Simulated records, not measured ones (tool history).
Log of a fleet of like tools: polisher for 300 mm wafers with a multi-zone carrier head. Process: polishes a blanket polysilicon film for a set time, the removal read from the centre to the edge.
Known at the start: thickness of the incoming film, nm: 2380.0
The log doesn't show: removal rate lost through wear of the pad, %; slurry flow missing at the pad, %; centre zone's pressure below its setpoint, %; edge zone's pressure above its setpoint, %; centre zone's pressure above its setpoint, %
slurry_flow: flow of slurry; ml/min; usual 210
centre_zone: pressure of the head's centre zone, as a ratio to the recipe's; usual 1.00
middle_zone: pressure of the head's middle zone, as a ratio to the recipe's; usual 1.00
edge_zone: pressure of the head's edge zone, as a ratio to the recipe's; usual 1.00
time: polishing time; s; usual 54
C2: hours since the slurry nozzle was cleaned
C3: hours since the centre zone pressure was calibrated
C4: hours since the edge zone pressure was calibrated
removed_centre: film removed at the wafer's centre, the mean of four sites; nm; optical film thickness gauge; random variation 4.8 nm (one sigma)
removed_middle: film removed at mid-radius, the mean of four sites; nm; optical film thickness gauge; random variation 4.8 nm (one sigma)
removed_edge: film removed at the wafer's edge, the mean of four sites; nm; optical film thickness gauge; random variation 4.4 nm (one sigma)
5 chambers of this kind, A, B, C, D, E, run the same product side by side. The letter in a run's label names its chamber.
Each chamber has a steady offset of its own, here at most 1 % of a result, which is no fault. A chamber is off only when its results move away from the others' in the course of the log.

At hour 4.7: chamber E: worn pad replaced by a new one.
At hour 9.4: chamber A: worn pad replaced by a new one.
Run 1D, hour 11.6: usual settings; wafers polished on this pad 890; C2 242.6; C3 269.7; C4 169.2. Result: removed_centre 426.73 nm, removed_middle 431.17 nm, removed_edge 435.31 nm.
Run 2E, hour 23.7: usual settings; wafers polished on this pad 301; C2 63.6; C3 268.7; C4 534.9. Result: removed_centre 438.22 nm, removed_middle 440.63 nm, removed_edge 429.35 nm.
At hour 27.3: chamber B: worn pad replaced by a new one.
Run 3C, hour 34.2: usual settings; wafers polished on this pad 574; C2 92.1; C3 999.3; C4 244.1. Result: removed_centre 433.33 nm, removed_middle 442.18 nm, removed_edge 433.47 nm.
At hour 44.8: chamber A: edge zone pressure recalibrated.
At hour 45.5: chamber D: worn pad replaced by a new one.
Run 4A, hour 45.8: usual settings; wafers polished on this pad 576; C2 140.3; C3 356.3; C4 1.1. Result: removed_centre 437.83 nm, removed_middle 440.68 nm, removed_edge 437.32 nm.
Run 5B, hour 53.1: usual settings; wafers polished on this pad 408; C2 268.9; C3 796.8; C4 215.6. Result: removed_centre 436.24 nm, removed_middle 440.58 nm, removed_edge 435.17 nm.
Run 6B, hour 61.1: usual settings; wafers polished on this pad 535; C2 276.9; C3 804.8; C4 223.6. Result: removed_centre 430.34 nm, removed_middle 434.69 nm, removed_edge 425.71 nm.
At hour 62.5: chamber D: centre zone pressure recalibrated.
Run 7C, hour 74.9: usual settings; wafers polished on this pad 1217; C2 132.8; C3 1040.0; C4 284.8. Result: removed_centre 436.64 nm, removed_middle 434.07 nm, removed_edge 437.76 nm.
Run 8E, hour 82.6: usual settings; wafers polished on this pad 1232; C2 122.5; C3 327.6; C4 593.8. Result: removed_centre 431.72 nm, removed_middle 440.22 nm, removed_edge 434.92 nm.
At hour 90.8: chamber C: worn pad replaced by a new one.
At hour 96.5: chamber A: worn pad replaced by a new one.
At hour 96.5: chamber E: worn pad replaced by a new one.
Run 9A, hour 97.2: usual settings; wafers polished on this pad 11; C2 191.7; C3 407.7; C4 52.5. Result: removed_centre 436.22 nm, removed_middle 436.46 nm, removed_edge 433.71 nm.
At hour 102.0: chamber B: worn pad replaced by a new one.
Run 10D, hour 107.2: usual settings; wafers polished on this pad 976; C2 338.2; C3 44.7; C4 264.8. Result: removed_centre 426.41 nm, removed_middle 432.35 nm, removed_edge 438.92 nm.
Run 11C, hour 115.2: usual settings; wafers polished on this pad 386; C2 173.1; C3 1080.3; C4 325.1. Result: removed_centre 431.60 nm, removed_middle 430.29 nm, removed_edge 439.48 nm.
Run 12A, hour 127.4: usual settings; wafers polished on this pad 488; C2 221.9; C3 437.9; C4 82.7. Result: removed_centre 439.89 nm, removed_middle 442.61 nm, removed_edge 438.70 nm.
At hour 133.6: chamber D: worn pad replaced by a new one.
Run 13B, hour 136.2: usual settings; wafers polished on this pad 540; C2 352.0; C3 879.9; C4 298.7. Result: removed_centre 440.76 nm, removed_middle 430.95 nm, removed_edge 429.94 nm.
Run 14D, hour 144.1: usual settings; wafers polished on this pad 167; C2 375.1; C3 81.6; C4 301.7. Result: removed_centre 435.26 nm, removed_middle 434.85 nm, removed_edge 443.14 nm.
At hour 149.2: chamber A: slurry nozzle cleaned.
Run 15E, hour 157.8: usual settings but centre_zone 1.05; wafers polished on this pad 970; C2 197.7; C3 402.8; C4 669.0. Result: removed_centre 449.07 nm, removed_middle 443.39 nm, removed_edge 432.50 nm.
Run 16B, hour 164.3: usual settings but centre_zone 1.05; wafers polished on this pad 984; C2 380.1; C3 908.0; C4 326.8. Result: removed_centre 464.16 nm, removed_middle 433.91 nm, removed_edge 430.10 nm.
At hour 170.5: chamber E: worn pad replaced by a new one.
At hour 173.2: chamber A: worn pad replaced by a new one.
Run 17A, hour 175.4: usual settings but centre_zone 1.05; wafers polished on this pad 36; C2 26.2; C3 485.9; C4 130.7. Result: removed_centre 461.20 nm, removed_middle 441.03 nm, removed_edge 438.78 nm.
At hour 181.5: chamber B: worn pad replaced by a new one.
Run 18D, hour 181.8: usual settings but centre_zone 1.05; wafers polished on this pad 763; C2 412.8; C3 119.3; C4 339.4. Result: removed_centre 456.39 nm, removed_middle 432.83 nm, removed_edge 431.66 nm.
At hour 184.8: chamber C: worn pad replaced by a new one.
Run 19E, hour 192.3: usual settings but centre_zone 1.05; wafers polished on this pad 344; C2 232.2; C3 437.3; C4 703.5. Result: removed_centre 459.74 nm, removed_middle 440.01 nm, removed_edge 437.68 nm.
At hour 200.8: chamber C: centre zone pressure recalibrated.
At hour 200.9: chamber E: centre zone pressure recalibrated.
Run 20C, hour 201.8: usual settings; wafers polished on this pad 269; C2 259.7; C3 1.0; C4 411.7. Result: removed_centre 432.41 nm, removed_middle 433.20 nm, removed_edge 432.40 nm.
Run 21E, hour 208.3: usual settings but slurry_flow 185 ml/min, middle_zone 0.94; wafers polished on this pad 597; C2 248.2; C3 7.5; C4 719.5. Result: removed_centre 423.49 nm, removed_middle 410.41 nm, removed_edge 423.18 nm.
At hour 211.0: chamber C: slurry nozzle cleaned.
Run 22B, hour 218.5: usual settings but slurry_flow 185 ml/min, middle_zone 0.94; wafers polished on this pad 585; C2 434.3; C3 962.2; C4 381.0. Result: removed_centre 436.89 nm, removed_middle 400.87 nm, removed_edge 428.73 nm.
At hour 222.1: chamber D: worn pad replaced by a new one.
Run 23C, hour 229.6: usual settings but slurry_flow 185 ml/min, middle_zone 0.94; wafers polished on this pad 708; C2 18.7; C3 28.8; C4 439.5. Result: removed_centre 434.52 nm, removed_middle 402.40 nm, removed_edge 427.43 nm.
At hour 234.8: chamber B: edge zone pressure recalibrated.
Run 24A, hour 243.7: usual settings but slurry_flow 185 ml/min, middle_zone 0.94; wafers polished on this pad 1115; C2 94.5; C3 554.2; C4 199.0. Result: removed_centre 424.72 nm, removed_middle 407.43 nm, removed_edge 430.97 nm.
At hour 245.5: chamber E: edge zone pressure recalibrated.
At hour 245.7: chamber E: worn pad replaced by a new one.
At hour 251.2: chamber A: worn pad replaced by a new one.
Run 25D, hour 258.1: usual settings but slurry_flow 185 ml/min, middle_zone 0.94; wafers polished on this pad 569; C2 489.1; C3 195.6; C4 415.7. Result: removed_centre 421.47 nm, removed_middle 401.18 nm, removed_edge 429.96 nm.
At hour 267.9: chamber C: worn pad replaced by a new one.
Run 26C, hour 270.3: usual settings but slurry_flow 185 ml/min, time 45 s; wafers polished on this pad 37; C2 59.4; C3 69.5; C4 480.2. Result: removed_centre 357.88 nm, removed_middle 355.71 nm, removed_edge 364.02 nm.
At hour 271.1: chamber B: worn pad replaced by a new one.
Run 27E, hour 283.0: usual settings but slurry_flow 185 ml/min, time 45 s; wafers polished on this pad 590; C2 322.9; C3 82.2; C4 37.6. Result: removed_centre 357.60 nm, removed_middle 357.94 nm, removed_edge 358.02 nm.
Run 28D, hour 295.0: usual settings but slurry_flow 185 ml/min, time 45 s; wafers polished on this pad 1152; C2 526.0; C3 232.5; C4 452.6. Result: removed_centre 351.37 nm, removed_middle 356.78 nm, removed_edge 363.33 nm.
Run 29B, hour 309.5: usual settings but slurry_flow 185 ml/min, time 45 s; wafers polished on this pad 608; C2 525.3; C3 1053.2; C4 74.8. Result: removed_centre 360.72 nm, removed_middle 351.99 nm, removed_edge 356.39 nm.
At hour 315.7: chamber D: worn pad replaced by a new one.
Run 30A, hour 322.8: usual settings but slurry_flow 185 ml/min, time 45 s; wafers polished on this pad 1131; C2 173.6; C3 633.3; C4 278.1. Result: removed_centre 354.02 nm, removed_middle 365.65 nm, removed_edge 367.39 nm.
At hour 330.4: chamber A: worn pad replaced by a new one.
Run 31D, hour 333.9: usual settings but middle_zone 1.04, edge_zone 0.91; wafers polished on this pad 288; C2 564.9; C3 271.4; C4 491.5. Result: removed_centre 446.66 nm, removed_middle 457.61 nm, removed_edge 424.07 nm.
At hour 340.1: chamber E: worn pad replaced by a new one.
Run 32A, hour 342.7: usual settings but middle_zone 1.04, edge_zone 0.91; wafers polished on this pad 195; C2 193.5; C3 653.2; C4 298.0. Result: removed_centre 432.20 nm, removed_middle 454.42 nm, removed_edge 405.49 nm.
Run 33B, hour 351.8: usual settings but middle_zone 1.04, edge_zone 0.91; wafers polished on this pad 1276; C2 567.6; C3 1095.5; C4 117.1. Result: removed_centre 442.99 nm, removed_middle 449.07 nm, removed_edge 413.72 nm.
At hour 357.0: chamber B: worn pad replaced by a new one.
At hour 364.7: chamber C: worn pad replaced by a new one.
Run 34C, hour 365.6: usual settings but middle_zone 1.04, edge_zone 0.91; wafers polished on this pad 15; C2 154.7; C3 164.8; C4 575.5. Result: removed_centre 436.42 nm, removed_middle 450.56 nm, removed_edge 423.77 nm.
Run 35E, hour 372.3: usual settings but middle_zone 1.04, edge_zone 0.91; wafers polished on this pad 509; C2 412.2; C3 171.5; C4 126.9. Result: removed_centre 439.55 nm, removed_middle 466.23 nm, removed_edge 413.64 nm.
Run 36A, hour 380.0: usual settings; wafers polished on this pad 784; C2 230.8; C3 690.5; C4 335.3. Result: removed_centre 427.70 nm, removed_middle 440.69 nm, removed_edge 434.49 nm.
Run 37B, hour 392.7: usual settings; wafers polished on this pad 565; C2 608.5; C3 1136.4; C4 158.0. Result: removed_centre 429.41 nm, removed_middle 441.75 nm, removed_edge 433.50 nm.
Run 38E, hour 403.4: usual settings; wafers polished on this pad 1000; C2 443.3; C3 202.6; C4 158.0. Result: removed_centre 439.17 nm, removed_middle 436.72 nm, removed_edge 432.51 nm.
Run 39C, hour 415.0: usual settings; wafers polished on this pad 796; C2 204.1; C3 214.2; C4 624.9. Result: removed_centre 431.09 nm, removed_middle 443.26 nm, removed_edge 436.58 nm.

What goes on in this fleet: one chamber off, a drifting gauge, or nothing beyond the chambers' own small offsets? Name the chamber and the cause, if any.

No chamber stands off beyond its own small offset, and the gauge holds steady.
